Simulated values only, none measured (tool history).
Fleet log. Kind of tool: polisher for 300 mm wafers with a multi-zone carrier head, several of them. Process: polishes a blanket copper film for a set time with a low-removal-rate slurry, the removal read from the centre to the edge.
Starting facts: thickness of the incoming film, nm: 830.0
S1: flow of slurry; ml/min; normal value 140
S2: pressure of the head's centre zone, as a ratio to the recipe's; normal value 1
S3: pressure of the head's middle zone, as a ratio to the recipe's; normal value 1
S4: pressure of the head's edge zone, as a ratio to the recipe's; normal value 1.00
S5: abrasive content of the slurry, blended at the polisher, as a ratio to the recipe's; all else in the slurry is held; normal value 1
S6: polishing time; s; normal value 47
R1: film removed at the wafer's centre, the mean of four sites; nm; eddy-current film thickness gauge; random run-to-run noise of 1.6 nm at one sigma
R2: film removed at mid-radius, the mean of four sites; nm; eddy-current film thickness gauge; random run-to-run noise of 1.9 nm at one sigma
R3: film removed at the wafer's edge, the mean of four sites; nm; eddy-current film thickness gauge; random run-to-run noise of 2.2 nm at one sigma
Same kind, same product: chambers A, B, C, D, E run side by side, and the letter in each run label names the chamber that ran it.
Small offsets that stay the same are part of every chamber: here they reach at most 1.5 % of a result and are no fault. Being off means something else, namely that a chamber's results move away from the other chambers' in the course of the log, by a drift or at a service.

run	hour	S1	S2	S3	S4	S5	S6	R1	R2	R3
1C	12.3	140	1	1	1.00	1	47	235.19	234.64	234.61
# hour 16.6: chamber A: edge zone pressure recalibrated
# hour 25.1: chamber D: worn pad replaced by a new one
2E	25.5	140	1	1	1.00	1	47	233.83	233.90	237.62
# hour 38.1: chamber C: worn pad replaced by a new one
3D	38.4	140	1	1	1.00	1	47	237.96	234.62	228.44
4A	49.8	140	1	1	1.00	1	47	234.66	235.72	237.60
5B	62.2	140	1	1	1.00	1	47	232.89	237.81	237.85
6A	74.1	185	1	1	1.00	1	47	249.69	249.52	247.56
# hour 83.5: chamber E: worn pad replaced by a new one
7D	85.6	185	1	1	1.00	1	47	252.53	249.75	243.93
8C	95.4	185	1	1	1.00	1	47	252.01	245.00	248.38
# hour 104.8: chamber B: worn pad replaced by a new one
9B	108.3	185	1	1	1.00	1	47	246.18	245.40	244.11
10E	118.0	185	1	1	1.00	1	47	247.32	244.65	243.49
# hour 120.2: chamber C: slurry nozzle cleaned
11C	127.4	140	1	1	1.00	1	47	234.22	233.54	231.73
# hour 134.8: chamber B: centre zone pressure recalibrated
# hour 135.9: chamber E: slurry nozzle cleaned
12B	136.5	140	1	1	1.00	1	47	234.54	237.25	239.79
# hour 139.1: chamber C: worn pad replaced by a new one
13D	147.7	140	1	1	1.00	1	47	235.78	240.38	234.28
# hour 150.3: chamber D: worn pad replaced by a new one
14A	163.0	140	1	1	1.00	1	47	234.53	238.01	232.82
15E	175.3	140	1	1	1.00	1	47	234.87	234.35	236.30
# hour 179.2: chamber E: worn pad replaced by a new one
16B	188.0	140	1	1	1.00	1	47	237.39	234.19	237.66
17A	202.7	140	1	1	1.00	1	47	233.01	234.22	233.89
18E	214.3	140	1	1	1.00	1	47	234.84	236.36	237.12
# hour 216.9: chamber C: centre zone pressure recalibrated
19C	222.8	140	1	1	1.00	1	47	236.09	235.19	237.76
# hour 230.0: chamber A: centre zone pressure recalibrated
# hour 233.1: chamber C: worn pad replaced by a new one
20D	238.2	140	1	1	1.00	1	47	239.80	238.90	233.79
21A	252.5	140	1	1	1.00	1	47	230.58	233.58	229.91
# hour 256.2: chamber D: worn pad replaced by a new one
# hour 261.5: chamber B: worn pad replaced by a new one
22C	263.2	140	1	1	1.00	1	47	237.99	232.70	237.52
# hour 271.4: chamber E: worn pad replaced by a new one
23D	273.8	140	1	1	1.00	1	47	236.72	236.16	234.31
24B	283.5	140	1	1	1.00	1	47	231.82	234.08	237.26
25E	298.4	140	1	1	1.00	1	47	233.24	236.60	238.19
# hour 304.0: chamber C: edge zone pressure recalibrated
26C	310.7	140	1	1	1.00	1	47	236.28	231.51	239.94
# hour 317.8: chamber C: worn pad replaced by a new one
27E	320.0	140	1	1	1.00	1	47	233.70	236.85	234.79
# hour 324.2: chamber E: edge zone pressure recalibrated
28B	335.4	140	1	1	1.00	1	47	233.53	236.80	236.19
# hour 337.5: chamber C: slurry nozzle cleaned
29A	349.1	140	1	1	1.00	1	47	229.81	228.14	227.54
# hour 354.1: chamber E: worn pad replaced by a new one
30D	358.1	140	1	1	1.00	1	47	237.77	237.99	232.83
# hour 364.8: chamber A: slurry nozzle cleaned
31A	366.3	140	1	1	1.00	1	47	229.29	228.71	229.54
# hour 377.9: chamber D: worn pad replaced by a new one
32B	379.0	140	1	1	1.00	1	47	236.91	233.84	233.84
33C	387.6	140	1	1	1.11	1	47	234.49	236.25	249.25
34D	402.1	140	1	1	1.11	1	47	237.67	233.39	242.01
35E	411.8	140	1	1	1.11	1	47	237.85	235.38	246.93
# hour 420.7: chamber C: worn pad replaced by a new one
36D	427.5	140	1	1	1.11	1	47	238.00	239.18	244.05
# hour 428.0: chamber B: worn pad replaced by a new one
37C	438.0	140	1	1	1.11	1	47	237.23	235.28	250.64
# hour 442.3: chamber E: worn pad replaced by a new one
38B	452.2	140	1	1	1.00	1	47	233.14	238.28	232.99
39E	462.9	140	1	1	1.00	1	47	239.33	232.27	234.72
40A	477.3	140	1	1	1.00	1	47	222.44	226.01	225.20

Is one chamber out of step, is the gauge drifting, or do the chambers differ by no more than their own small offsets? For an off chamber, give its letter and the likeliest cause.

Chamber A drifts away from the others.
Most likely cause: removal rate lost through wear of the pad, % = 5.11.

Here are 4 candidates for chamber A's next run, each the usual settings with a change, their results left as question marks. Which one brings its results back in line with what the others give on the usual settings?
Counts as in line when no further than this from what the other chambers average on the usual settings: R1 5.70 nm; R2 6.70 nm; R3 7.50 nm
41A-1	488.5	140	0.99	1	1.00	1	45	?	?	?
41A-2	488.5	140	0.99	1	1.00	1	43	?	?	?
41A-3	488.5	145	1.01	1	1.00	1	51	?	?	?
41A-4	488.5	140	1.01	1	1.00	1	49	?	?	?

Other chambers, usual settings, mean: R1 236.06 nm; R2 235.96 nm; R3 235.21 nm
run	R1	R2	R3
41A-1	212.01	215.83	216.03
41A-2	202.58	206.24	206.43
41A-3	247.51	246.34	246.10
41A-4	235.89	234.99	235.23
The answer is 41A-4, which returns the chamber to within the allowed miss of the others.

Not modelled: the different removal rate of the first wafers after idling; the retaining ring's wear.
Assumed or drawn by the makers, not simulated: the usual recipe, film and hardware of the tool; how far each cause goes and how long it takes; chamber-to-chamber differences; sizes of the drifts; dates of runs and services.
